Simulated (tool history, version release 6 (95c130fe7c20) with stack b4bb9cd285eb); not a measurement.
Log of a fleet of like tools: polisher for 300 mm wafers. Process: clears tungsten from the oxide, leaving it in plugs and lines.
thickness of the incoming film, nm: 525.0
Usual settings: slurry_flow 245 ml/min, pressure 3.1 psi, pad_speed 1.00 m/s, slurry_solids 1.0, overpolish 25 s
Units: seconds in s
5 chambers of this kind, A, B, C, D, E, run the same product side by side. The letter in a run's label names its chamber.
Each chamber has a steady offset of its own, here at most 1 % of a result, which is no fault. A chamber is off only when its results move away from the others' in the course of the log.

Run 1C, day 0.412: usual settings. Result: seconds 112.240 s.
At day 0.608: chamber E: worn pad replaced by a new one.
Run 2B, day 0.796: usual settings. Result: seconds 113.360 s.
At day 1.208: chamber B: worn pad replaced by a new one.
At day 1.250: chamber B: slurry tank refilled with fresh slurry and peroxide.
Run 3A, day 1.350: usual settings. Result: seconds 113.890 s.
Run 4E, day 1.750: usual settings. Result: seconds 113.950 s.
At day 1.854: chamber A: slurry tank refilled with fresh slurry and peroxide.
At day 2.008: chamber C: worn pad replaced by a new one.
At day 2.008: chamber A: worn pad replaced by a new one.
Run 5D, day 2.175: usual settings. Result: seconds 112.260 s.
At day 2.304: chamber B: slurry blender recalibrated.
At day 2.392: chamber D: worn pad replaced by a new one.
At day 2.829: chamber A: slurry nozzle cleaned.
Run 6B, day 2.842: usual settings. Result: seconds 111.330 s.
At day 3.058: chamber A: slurry blender recalibrated.
At day 3.100: chamber C: slurry tank refilled with fresh slurry and peroxide.
Run 7C, day 3.267: usual settings but pad_speed 1.18 m/s, slurry_solids 0.8. Result: seconds 100.200 s.
At day 3.292: chamber C: slurry blender recalibrated.
Run 8E, day 3.808: usual settings but pad_speed 1.18 m/s, slurry_solids 0.8. Result: seconds 102.310 s.
Run 9D, day 4.142: usual settings but pad_speed 1.18 m/s, slurry_solids 0.8. Result: seconds 100.710 s.
At day 4.179: chamber D: slurry blender recalibrated.
Run 10A, day 4.821: usual settings but pad_speed 1.18 m/s, slurry_solids 0.8. Result: seconds 100.700 s.
At day 4.875: chamber B: slurry tank refilled with fresh slurry and peroxide.
At day 5.267: chamber A: worn pad replaced by a new one.
At day 5.333: chamber E: slurry tank refilled with fresh slurry and peroxide.
At day 5.383: chamber D: slurry nozzle cleaned.
Run 11A, day 5.400: usual settings but pad_speed 1.18 m/s, slurry_solids 0.8. Result: seconds 100.380 s.
At day 5.608: chamber C: worn pad replaced by a new one.
At day 5.800: chamber A: slurry tank refilled with fresh slurry and peroxide.
Run 12E, day 5.912: usual settings. Result: seconds 111.580 s.
At day 6.225: chamber C: slurry tank refilled with fresh slurry and peroxide.
At day 6.442: chamber D: worn pad replaced by a new one.
At day 6.592: chamber E: worn pad replaced by a new one.
Run 13B, day 6.596: usual settings. Result: seconds 112.610 s.
At day 6.658: chamber D: slurry tank refilled with fresh slurry and peroxide.
At day 6.838: chamber B: head pressure recalibrated.
Run 14D, day 6.988: usual settings. Result: seconds 113.050 s.
Run 15C, day 7.433: usual settings but pressure 3.5 psi, pad_speed 1.24 m/s. Result: seconds 81.541 s.
At day 7.779: chamber B: worn pad replaced by a new one.
At day 7.825: chamber C: slurry blender recalibrated.
At day 7.825: chamber E: slurry blender recalibrated.
Run 16B, day 7.938: usual settings but pressure 3.5 psi, pad_speed 1.24 m/s. Result: seconds 76.191 s.
At day 8.012: chamber A: slurry blender recalibrated.
At day 8.188: chamber D: slurry blender recalibrated.
At day 8.300: chamber B: slurry tank refilled with fresh slurry and peroxide.
Run 17A, day 8.400: usual settings but pressure 3.5 psi, pad_speed 1.24 m/s. Result: seconds 80.048 s.
At day 8.621: chamber A: worn pad replaced by a new one.
At day 8.671: chamber C: worn pad replaced by a new one.
Run 18C, day 8.912: usual settings but pressure 3.5 psi, pad_speed 1.24 m/s. Result: seconds 80.284 s.
Run 19D, day 9.421: usual settings but pressure 3.5 psi, pad_speed 1.24 m/s. Result: seconds 79.417 s.
At day 9.721: chamber C: slurry tank refilled with fresh slurry and peroxide.
Run 20E, day 9.771: usual settings. Result: seconds 112.930 s.
At day 9.950: chamber A: slurry tank refilled with fresh slurry and peroxide.
At day 10.029: chamber D: worn pad replaced by a new one.
Run 21D, day 10.212: usual settings. Result: seconds 111.550 s.
Run 22E, day 10.746: usual settings. Result: seconds 114.770 s.
At day 11.183: chamber B: slurry tank refilled with fresh slurry and peroxide.
Run 23A, day 11.183: usual settings. Result: seconds 112.440 s.
At day 11.654: chamber A: slurry nozzle cleaned.
At day 11.783: chamber E: worn pad replaced by a new one.
Run 24C, day 11.783: usual settings. Result: seconds 113.330 s.
At day 11.821: chamber C: worn pad replaced by a new one.
At day 11.954: chamber E: slurry tank refilled with fresh slurry and peroxide.
At day 12.200: chamber A: worn pad replaced by a new one.
Run 25B, day 12.458: usual settings. Result: seconds 105.510 s.
At day 12.696: chamber C: slurry blender recalibrated.
Run 26B, day 12.904: usual settings. Result: seconds 106.750 s.
At day 12.996: chamber E: head pressure recalibrated.
At day 13.133: chamber C: slurry tank refilled with fresh slurry and peroxide.
Run 27A, day 13.225: usual settings. Result: seconds 114.060 s.
At day 13.329: chamber D: slurry blender recalibrated.
At day 13.779: chamber A: slurry blender recalibrated.
Run 28D, day 13.917: usual settings but slurry_flow 215 ml/min, overpolish 15 s. Result: seconds 113.780 s.
At day 14.062: chamber D: worn pad replaced by a new one.
Run 29E, day 14.379: usual settings but slurry_flow 215 ml/min, overpolish 15 s. Result: seconds 115.280 s.
At day 14.400: chamber A: slurry tank refilled with fresh slurry and peroxide.
At day 14.738: chamber D: slurry tank refilled with fresh slurry and peroxide.
At day 14.808: chamber C: worn pad replaced by a new one.
Run 30C, day 14.875: usual settings but slurry_flow 215 ml/min, overpolish 15 s. Result: seconds 113.380 s.
Run 31D, day 15.304: usual settings but slurry_flow 215 ml/min, overpolish 15 s. Result: seconds 113.440 s.
Run 32A, day 15.829: usual settings but slurry_flow 215 ml/min, overpolish 15 s. Result: seconds 115.070 s.
Run 33E, day 16.488: usual settings but slurry_flow 200 ml/min. Result: seconds 116.690 s.

Next, every chamber runs the same settings. What will each give?
Run 34A, day 16.983: usual settings but pressure 2.4 psi. Result: seconds ?.
Run 34B, day 16.983: usual settings but pressure 2.4 psi. Result: seconds ?.
Run 34C, day 16.983: usual settings but pressure 2.4 psi. Result: seconds ?.
Run 34D, day 16.983: usual settings but pressure 2.4 psi. Result: seconds ?.
Run 34E, day 16.983: usual settings but pressure 2.4 psi. Result: seconds ?.

run  seconds
34A  143.710
34B  137.910
34C  145.630
34D  146.550
34E  145.580
